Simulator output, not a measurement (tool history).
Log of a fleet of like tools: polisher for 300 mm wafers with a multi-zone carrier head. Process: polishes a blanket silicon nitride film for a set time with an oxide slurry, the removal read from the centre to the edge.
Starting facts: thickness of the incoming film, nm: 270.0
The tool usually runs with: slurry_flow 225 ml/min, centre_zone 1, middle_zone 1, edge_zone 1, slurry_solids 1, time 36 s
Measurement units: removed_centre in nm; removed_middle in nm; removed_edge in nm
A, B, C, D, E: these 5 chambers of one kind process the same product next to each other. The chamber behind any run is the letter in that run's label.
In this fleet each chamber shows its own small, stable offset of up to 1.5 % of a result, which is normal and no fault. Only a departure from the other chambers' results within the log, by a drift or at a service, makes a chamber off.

run,hour,slurry_flow,centre_zone,middle_zone,edge_zone,slurry_solids,time,wafers polished on this pad,hours since the slurry nozzle was cleaned,hours since the centre zone pressure was calibrated,hours since the edge zone pressure was calibrated,removed_centre,removed_middle,removed_edge
# hour 1.6: chamber E: worn pad replaced by a new one
1B,6.4,225,1,1,1,1,36,433,453.1,273.9,315.6,30.137,30.876,30.6
2D,12.3,225,1,1,1,1,36,689,367.2,32.7,445.5,31.208,30.739,30.839
# hour 13.7: chamber C: centre zone pressure recalibrated
# hour 18.3: chamber A: edge zone pressure recalibrated
3A,21.8,225,1,1,1,1,36,716,329.6,614.5,3.5,29.948,31.456,31.261
4E,26.9,225,1,1,1,1,36,366,242.1,407.5,187.8,31.348,30.826,30.287
# hour 27.2: chamber D: slurry nozzle cleaned
5C,31.7,150,1,1,1,1,36,642,254.1,18,185.4,29.153,28.78,30.087
6C,39.3,150,1,1,1,1,36,752,261.7,25.6,193,28.622,29.193,29.328
7E,44.4,150,1,1,1,1,36,620,259.6,425,205.3,27.961,28.914,28.442
# hour 47.2: chamber C: worn pad replaced by a new one
8D,54.6,150,1,1,1,1,36,1301,27.4,75,487.8,28.991,28.618,29.616
# hour 55.7: chamber B: worn pad replaced by a new one
9B,59.3,150,1,1,1,1,36,52,506,326.8,368.5,29.15,28.563,29.257
# hour 60.4: chamber D: worn pad replaced by a new one
# hour 61.1: chamber E: worn pad replaced by a new one
# hour 65.9: chamber B: edge zone pressure recalibrated
10A,65.9,225,1,1,1,1,36,1355,373.7,658.6,47.6,30.199,31.19,31.228
11A,70.7,225,1,1,1,1,36,1424,378.5,663.4,52.4,31.333,31.049,30.75
# hour 78.3: chamber A: worn pad replaced by a new one
12E,79.2,225,1,1,1,1,36,262,294.4,459.8,240.1,30.861,30.892,31.028
13D,84.4,225,1,1,1,1,30,348,57.2,104.8,517.6,25.707,25.846,25.584
14C,89.3,225,1,1,1,1,30,610,311.7,75.6,243,25.713,25.765,25.796
15B,99.8,225,1,1,1,1,30,638,546.5,367.3,34,25.551,25.854,26.093
16C,105.5,225,1,1,1,1,30,845,327.9,91.8,259.2,26.218,25.954,26.242
# hour 108.2: chamber C: worn pad replaced by a new one
17B,110.6,225,1,1,1,1,30,795,557.3,378.1,44.8,25.226,25.498,25.547
# hour 117.2: chamber A: slurry nozzle cleaned
18A,119.6,225,1,1,1,1,36,598,2.5,712.3,101.3,30.774,31.063,30.911
# hour 126.4: chamber E: worn pad replaced by a new one
19D,128.2,225,1,1,1,1,36,983,101,148.6,561.4,30.719,30.566,31.181
20E,138.4,225,1,1,1,1,36,175,353.6,519,299.3,30.406,30.529,30.941
# hour 138.8: chamber B: worn pad replaced by a new one
21B,145.5,225,1,1,1,1,36,98,592.2,413,79.7,30.873,31.004,30.961
22C,154.6,225,1,1,1,1,36,672,377,140.9,308.3,31.027,30.343,30.922
23D,162.2,225,1,1,1,1,36,1475,135,182.6,595.4,31.396,30.821,30.346
# hour 164.1: chamber A: worn pad replaced by a new one
24A,167.2,225,1,1,1,1,36,45,50.1,759.9,148.9,31.588,31.228,30.852
# hour 172.4: chamber C: worn pad replaced by a new one
25E,172.9,225,1,1.11,1,0.85,36,674,388.1,553.5,333.8,28.61,31.344,28.036
# hour 174.6: chamber D: worn pad replaced by a new one
# hour 178.6: chamber B: slurry nozzle cleaned
26B,179.7,225,1,1.11,1,0.85,36,593,1.1,447.2,113.9,28.558,31.318,28.513
27C,184.3,225,1,1.11,1,0.85,36,173,406.7,170.6,338,28.939,31.019,28.21
# hour 185.6: chamber E: worn pad replaced by a new one
# hour 186.8: chamber E: slurry nozzle cleaned
28D,190.6,225,1,1.11,1,0.85,36,232,163.4,211,623.8,29.277,31.231,28.374
29E,200.5,225,1,1.11,1,0.85,36,216,13.8,581.1,361.4,28.312,31.639,28.801
30A,205.7,225,1,1,1,1,36,603,88.6,798.4,187.4,29.888,31.157,30.266
31B,215.4,225,1,1,1,1,36,1110,36.8,482.9,149.6,30.495,30.769,30.859
32D,224.8,225,1,1,1,1,36,727,197.6,245.2,658,31.616,30.372,30.509
# hour 227.8: chamber B: worn pad replaced by a new one
33E,235.2,225,1,1,1,1,36,719,48.5,615.8,396.1,30.846,31.037,30.88
# hour 235.3: chamber C: worn pad replaced by a new one
# hour 241.8: chamber E: worn pad replaced by a new one
34C,245.2,225,1,1,1,1,36,143,467.6,231.5,398.9,31.385,30.558,30.918
35A,254.1,225,1,1,1,1,36,1303,137,846.8,235.8,31.041,31.166,30.316
36D,264.1,225,1,1,1,1,36,1296,236.9,284.5,697.3,30.607,30.727,30.668
# hour 269: chamber A: worn pad replaced by a new one
37B,269.6,225,1,1,1,1,36,605,91,537.1,203.8,30.644,30.526,30.652
38E,278.1,225,1,1,1,1,36,526,91.4,658.7,439,31.607,31.192,30.775
39C,284.3,225,1,1,1,1,36,710,506.7,270.6,438,31.378,30.993,30.956
40A,289.9,225,1,1,1,1,36,303,172.8,882.6,271.6,30.7,31.172,31.229
41C,298.2,225,1,1,1,1,36,911,520.6,284.5,451.9,30.54,30.793,31.254
42E,303.5,225,1,1,1,1,36,894,116.8,684.1,464.4,30.928,31.242,30.63

Decide between three cases: one chamber stands off from its peers, the gauge reading all wafers drifts, or nothing is wrong past each chamber's small offset. Where a chamber is off, say which and what most likely put it there.

The fleet is healthy, with each chamber sitting at its usual small offset and no drift in the gauge.

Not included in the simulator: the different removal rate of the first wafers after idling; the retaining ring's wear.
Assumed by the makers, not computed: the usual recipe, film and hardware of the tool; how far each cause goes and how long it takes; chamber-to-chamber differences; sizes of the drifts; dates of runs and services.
